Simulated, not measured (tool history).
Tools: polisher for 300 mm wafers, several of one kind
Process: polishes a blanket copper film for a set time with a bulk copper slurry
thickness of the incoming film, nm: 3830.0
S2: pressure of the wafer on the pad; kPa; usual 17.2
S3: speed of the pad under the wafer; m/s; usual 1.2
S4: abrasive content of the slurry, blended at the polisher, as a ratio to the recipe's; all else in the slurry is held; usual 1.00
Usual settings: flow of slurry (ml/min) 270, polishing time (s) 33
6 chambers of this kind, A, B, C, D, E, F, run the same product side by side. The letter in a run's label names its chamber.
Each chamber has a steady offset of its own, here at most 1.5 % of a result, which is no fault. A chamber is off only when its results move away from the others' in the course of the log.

At hour 2.3: chamber A: slurry nozzle cleaned.
Run 1D, hour 6.5: usual settings. Result: film removed (angstrom) 2732.6.
At hour 13.2: chamber D: worn pad replaced by a new one.
Run 2C, hour 16.1: usual settings. Result: film removed (angstrom) 2713.3.
Run 3F, hour 24.1: usual settings. Result: film removed (angstrom) 2712.3.
Run 4E, hour 29.2: usual settings. Result: film removed (angstrom) 2714.9.
Run 5A, hour 39.1: usual settings. Result: film removed (angstrom) 2767.9.
At hour 43.2: chamber F: worn pad replaced by a new one.
At hour 43.8: chamber A: worn pad replaced by a new one.
At hour 45.6: chamber E: worn pad replaced by a new one.
Run 6B, hour 49.8: usual settings. Result: film removed (angstrom) 2694.8.
At hour 51.4: chamber B: worn pad replaced by a new one.
At hour 56.0: chamber B: slurry blender recalibrated.
Run 7A, hour 57.5: usual settings. Result: film removed (angstrom) 2764.2.
At hour 61.8: chamber D: slurry blender recalibrated.
Run 8F, hour 62.4: usual settings but S4 0.85, polishing time (s) 42. Result: film removed (angstrom) 3413.4.
At hour 65.8: chamber E: slurry nozzle cleaned.
Run 9B, hour 70.4: usual settings but S4 0.85, polishing time (s) 42. Result: film removed (angstrom) 3372.7.
Run 10D, hour 79.0: usual settings but S4 0.85, polishing time (s) 42. Result: film removed (angstrom) 3342.5.
Run 11E, hour 86.7: usual settings but S4 0.85, polishing time (s) 42. Result: film removed (angstrom) 3444.2.
At hour 88.6: chamber D: worn pad replaced by a new one.
Run 12C, hour 93.8: usual settings but S4 0.85, polishing time (s) 42. Result: film removed (angstrom) 3362.3.
Run 13B, hour 99.6: usual settings but S4 0.85, polishing time (s) 42. Result: film removed (angstrom) 3295.8.
Run 14F, hour 110.2: usual settings but flow of slurry (ml/min) 325, S3 1.4 m/s. Result: film removed (angstrom) 3231.7.
At hour 111.1: chamber D: head pressure recalibrated.
At hour 114.3: chamber B: worn pad replaced by a new one.
At hour 114.9: chamber A: worn pad replaced by a new one.
Run 15D, hour 118.6: usual settings but flow of slurry (ml/min) 325, S3 1.4 m/s. Result: film removed (angstrom) 3236.6.
At hour 120.5: chamber F: worn pad replaced by a new one.
Run 16E, hour 127.8: usual settings but flow of slurry (ml/min) 325, S3 1.4 m/s. Result: film removed (angstrom) 3286.4.
At hour 129.0: chamber E: worn pad replaced by a new one.
Run 17C, hour 138.3: usual settings but flow of slurry (ml/min) 325, S3 1.4 m/s. Result: film removed (angstrom) 3168.5.
At hour 141.7: chamber F: head pressure recalibrated.
Run 18A, hour 148.7: usual settings but flow of slurry (ml/min) 325, S3 1.4 m/s. Result: film removed (angstrom) 3257.3.
At hour 151.2: chamber D: worn pad replaced by a new one.
At hour 157.6: chamber C: slurry blender recalibrated.
Run 19D, hour 159.8: usual settings but flow of slurry (ml/min) 325, S3 1.4 m/s. Result: film removed (angstrom) 3218.5.
At hour 169.4: chamber B: head pressure recalibrated.
Run 20A, hour 169.6: usual settings but flow of slurry (ml/min) 325, S3 1.4 m/s. Result: film removed (angstrom) 3287.9.
Run 21C, hour 178.1: usual settings but flow of slurry (ml/min) 325, S3 1.4 m/s. Result: film removed (angstrom) 3120.9.
At hour 179.0: chamber D: slurry blender recalibrated.
At hour 179.9: chamber B: worn pad replaced by a new one.
At hour 183.0: chamber F: worn pad replaced by a new one.
Run 22E, hour 187.0: usual settings but flow of slurry (ml/min) 325, S3 1.4 m/s. Result: film removed (angstrom) 3197.5.
At hour 191.8: chamber A: worn pad replaced by a new one.
Run 23F, hour 196.3: usual settings but flow of slurry (ml/min) 325, S3 1.4 m/s. Result: film removed (angstrom) 3278.1.
Run 24B, hour 206.4: usual settings but flow of slurry (ml/min) 325, S3 1.4 m/s. Result: film removed (angstrom) 3197.7.
At hour 209.4: chamber E: worn pad replaced by a new one.
At hour 211.7: chamber A: slurry blender recalibrated.
Run 25E, hour 213.4: usual settings but flow of slurry (ml/min) 325, S3 1.4 m/s. Result: film removed (angstrom) 3227.6.
Run 26D, hour 223.3: usual settings. Result: film removed (angstrom) 2699.2.
At hour 231.0: chamber D: worn pad replaced by a new one.
Run 27A, hour 232.4: usual settings. Result: film removed (angstrom) 2773.0.
At hour 241.9: chamber B: slurry blender recalibrated.
Run 28C, hour 242.6: usual settings. Result: film removed (angstrom) 2556.5.
At hour 248.0: chamber B: worn pad replaced by a new one.
Run 29B, hour 249.5: usual settings. Result: film removed (angstrom) 2711.5.
At hour 254.9: chamber F: worn pad replaced by a new one.
At hour 255.7: chamber A: worn pad replaced by a new one.
Run 30F, hour 257.4: usual settings. Result: film removed (angstrom) 2727.0.
At hour 265.3: chamber F: slurry blender recalibrated.
Run 31B, hour 265.5: usual settings. Result: film removed (angstrom) 2740.0.
At hour 271.7: chamber E: worn pad replaced by a new one.
Run 32A, hour 276.6: usual settings. Result: film removed (angstrom) 2787.5.
At hour 284.1: chamber D: slurry nozzle cleaned.
At hour 286.9: chamber C: head pressure recalibrated.
Run 33D, hour 287.2: usual settings. Result: film removed (angstrom) 2703.1.
At hour 288.5: chamber D: slurry blender recalibrated.
Run 34F, hour 295.9: usual settings but S2 13.1 kPa, polishing time (s) 26. Result: film removed (angstrom) 1612.5.
At hour 299.3: chamber D: worn pad replaced by a new one.
Run 35C, hour 307.0: usual settings but S2 13.1 kPa, polishing time (s) 26. Result: film removed (angstrom) 1534.8.
Run 36E, hour 312.6: usual settings but S2 13.1 kPa, polishing time (s) 26. Result: film removed (angstrom) 1643.8.
Run 37E, hour 323.5: usual settings but S2 13.1 kPa, polishing time (s) 26. Result: film removed (angstrom) 1673.4.
At hour 323.6: chamber A: worn pad replaced by a new one.
At hour 326.2: chamber F: worn pad replaced by a new one.
At hour 329.8: chamber B: worn pad replaced by a new one.
Run 38C, hour 333.3: usual settings but S2 13.1 kPa, polishing time (s) 26. Result: film removed (angstrom) 1522.5.
Run 39A, hour 340.6: usual settings but S2 13.1 kPa, polishing time (s) 26. Result: film removed (angstrom) 1623.1.
Run 40D, hour 351.3: usual settings but S4 0.90. Result: film removed (angstrom) 2668.4.
Run 41B, hour 357.7: usual settings but S4 0.90. Result: film removed (angstrom) 2631.9.
Run 42F, hour 365.6: usual settings but S4 0.90. Result: film removed (angstrom) 2678.7.

What goes on in this fleet: one chamber off, a drifting gauge, or nothing beyond the chambers' own small offsets? Name the chamber and the cause, if any.

Chamber C drifts away from the others.
Cause: removal rate lost through wear of the pad, % = 7.9.

Here are 4 candidates for chamber C's next run, each the usual settings with a change, their results left as question marks. Which one brings its results back in line with what the others give on the usual settings?
In line means no further than this from the other chambers' mean on the usual settings: film removed (angstrom) 91.0
Run 43C-1, hour 373.7: usual settings but S2 16.5 kPa, S3 1.18 m/s, polishing time (s) 32. Result: film removed (angstrom) ?.
Run 43C-2, hour 373.7: usual settings but S2 17.9 kPa, S3 1.26 m/s, polishing time (s) 35. Result: film removed (angstrom) ?.
Run 43C-3, hour 373.7: usual settings but S3 1.30 m/s. Result: film removed (angstrom) ?.
Run 43C-4, hour 373.7: usual settings but flow of slurry (ml/min) 175, S4 0.60. Result: film removed (angstrom) ?.

The other chambers' mean on the usual settings: film removed (angstrom) 2723.6
  run  film removed (angstrom)
43C-1                   2296.1
43C-2                   2908.4
43C-3                   2718.8
43C-4                   2144.6
43C-3 brings the chamber back in line.

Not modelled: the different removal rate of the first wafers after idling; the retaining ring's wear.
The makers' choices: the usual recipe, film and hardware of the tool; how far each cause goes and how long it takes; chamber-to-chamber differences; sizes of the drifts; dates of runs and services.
